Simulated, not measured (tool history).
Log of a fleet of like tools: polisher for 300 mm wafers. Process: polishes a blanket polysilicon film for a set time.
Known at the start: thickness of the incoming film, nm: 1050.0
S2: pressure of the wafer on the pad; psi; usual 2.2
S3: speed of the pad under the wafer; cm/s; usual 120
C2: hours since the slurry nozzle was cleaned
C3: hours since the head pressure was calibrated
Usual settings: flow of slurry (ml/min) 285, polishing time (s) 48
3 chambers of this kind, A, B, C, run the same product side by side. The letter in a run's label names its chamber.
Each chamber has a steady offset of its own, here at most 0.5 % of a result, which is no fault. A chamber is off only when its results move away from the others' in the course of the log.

run 1C day=0.208 | flow_of_slurry_(ml/min)=285 S2=2.2 S3=120 polishing_time_(s)=48 | wafers_polished_on_this_pad=715 C2=110.4 C3=158.6 | film_removed_(angstrom)=3349.5
-- day=0.238 chamber C: worn pad replaced by a new one
run 2B day=0.442 | flow_of_slurry_(ml/min)=285 S2=2.2 S3=120 polishing_time_(s)=48 | wafers_polished_on_this_pad=315 C2=238.0 C3=448.1 | film_removed_(angstrom)=3330.4
run 3A day=0.588 | flow_of_slurry_(ml/min)=285 S2=2.2 S3=120 polishing_time_(s)=48 | wafers_polished_on_this_pad=693 C2=60.1 C3=982.1 | film_removed_(angstrom)=3344.1
-- day=0.642 chamber B: slurry nozzle cleaned
run 4C day=0.738 | flow_of_slurry_(ml/min)=285 S2=2.2 S3=120 polishing_time_(s)=48 | wafers_polished_on_this_pad=114 C2=123.1 C3=171.3 | film_removed_(angstrom)=3326.3
run 5B day=0.967 | flow_of_slurry_(ml/min)=285 S2=2.2 S3=120 polishing_time_(s)=48 | wafers_polished_on_this_pad=434 C2=7.8 C3=460.7 | film_removed_(angstrom)=3308.7
run 6A day=1.075 | flow_of_slurry_(ml/min)=285 S2=2.2 S3=120 polishing_time_(s)=48 | wafers_polished_on_this_pad=804 C2=71.8 C3=993.8 | film_removed_(angstrom)=3347.2
run 7A day=1.192 | flow_of_slurry_(ml/min)=285 S2=1.7 S3=120 polishing_time_(s)=32 | wafers_polished_on_this_pad=831 C2=74.6 C3=996.6 | film_removed_(angstrom)=1723.2
run 8C day=1.362 | flow_of_slurry_(ml/min)=285 S2=1.7 S3=120 polishing_time_(s)=32 | wafers_polished_on_this_pad=257 C2=138.1 C3=186.3 | film_removed_(angstrom)=1734.9
run 9B day=1.579 | flow_of_slurry_(ml/min)=285 S2=1.7 S3=120 polishing_time_(s)=32 | wafers_polished_on_this_pad=574 C2=22.5 C3=475.4 | film_removed_(angstrom)=1639.2
run 10A day=1.688 | flow_of_slurry_(ml/min)=285 S2=2.2 S3=120 polishing_time_(s)=48 | wafers_polished_on_this_pad=944 C2=86.5 C3=1008.5 | film_removed_(angstrom)=3356.2
run 11B day=1.833 | flow_of_slurry_(ml/min)=285 S2=2.2 S3=104 polishing_time_(s)=35 | wafers_polished_on_this_pad=632 C2=28.6 C3=481.5 | film_removed_(angstrom)=2001.1
-- day=1.846 chamber B: worn pad replaced by a new one
run 12C day=1.988 | flow_of_slurry_(ml/min)=285 S2=2.2 S3=104 polishing_time_(s)=35 | wafers_polished_on_this_pad=399 C2=153.1 C3=201.3 | film_removed_(angstrom)=2112.9
run 13A day=2.112 | flow_of_slurry_(ml/min)=285 S2=2.2 S3=104 polishing_time_(s)=35 | wafers_polished_on_this_pad=1041 C2=96.7 C3=1018.7 | film_removed_(angstrom)=2134.8
run 14C day=2.296 | flow_of_slurry_(ml/min)=285 S2=2.2 S3=120 polishing_time_(s)=48 | wafers_polished_on_this_pad=469 C2=160.5 C3=208.7 | film_removed_(angstrom)=3360.4
run 15B day=2.433 | flow_of_slurry_(ml/min)=285 S2=2.2 S3=120 polishing_time_(s)=48 | wafers_polished_on_this_pad=134 C2=43.0 C3=495.9 | film_removed_(angstrom)=3107.0
run 16A day=2.625 | flow_of_slurry_(ml/min)=285 S2=2.2 S3=120 polishing_time_(s)=48 | wafers_polished_on_this_pad=1158 C2=109.0 C3=1031.0 | film_removed_(angstrom)=3355.6
-- day=2.838 chamber C: worn pad replaced by a new one
run 17C day=2.871 | flow_of_slurry_(ml/min)=285 S2=2.2 S3=120 polishing_time_(s)=48 | wafers_polished_on_this_pad=8 C2=174.3 C3=222.5 | film_removed_(angstrom)=3374.6
run 18B day=3.050 | flow_of_slurry_(ml/min)=285 S2=2.2 S3=120 polishing_time_(s)=48 | wafers_polished_on_this_pad=275 C2=57.8 C3=510.7 | film_removed_(angstrom)=3067.0
run 19C day=3.283 | flow_of_slurry_(ml/min)=285 S2=2.2 S3=120 polishing_time_(s)=48 | wafers_polished_on_this_pad=102 C2=184.2 C3=232.4 | film_removed_(angstrom)=3329.5
run 20A day=3.421 | flow_of_slurry_(ml/min)=285 S2=2.2 S3=120 polishing_time_(s)=48 | wafers_polished_on_this_pad=1339 C2=128.1 C3=1050.1 | film_removed_(angstrom)=3352.1

All 3 chambers run these settings next. Forecast each chamber's results:
run 21A day=3.604 | flow_of_slurry_(ml/min)=210 S2=2.2 S3=120 polishing_time_(s)=48 | film_removed_(angstrom)=?
run 21B day=3.604 | flow_of_slurry_(ml/min)=210 S2=2.2 S3=120 polishing_time_(s)=48 | film_removed_(angstrom)=?
run 21C day=3.604 | flow_of_slurry_(ml/min)=210 S2=2.2 S3=120 polishing_time_(s)=48 | film_removed_(angstrom)=?

run=21A film_removed_(angstrom)=3180.4
run=21B film_removed_(angstrom)=2887.6
run=21C film_removed_(angstrom)=3242.5

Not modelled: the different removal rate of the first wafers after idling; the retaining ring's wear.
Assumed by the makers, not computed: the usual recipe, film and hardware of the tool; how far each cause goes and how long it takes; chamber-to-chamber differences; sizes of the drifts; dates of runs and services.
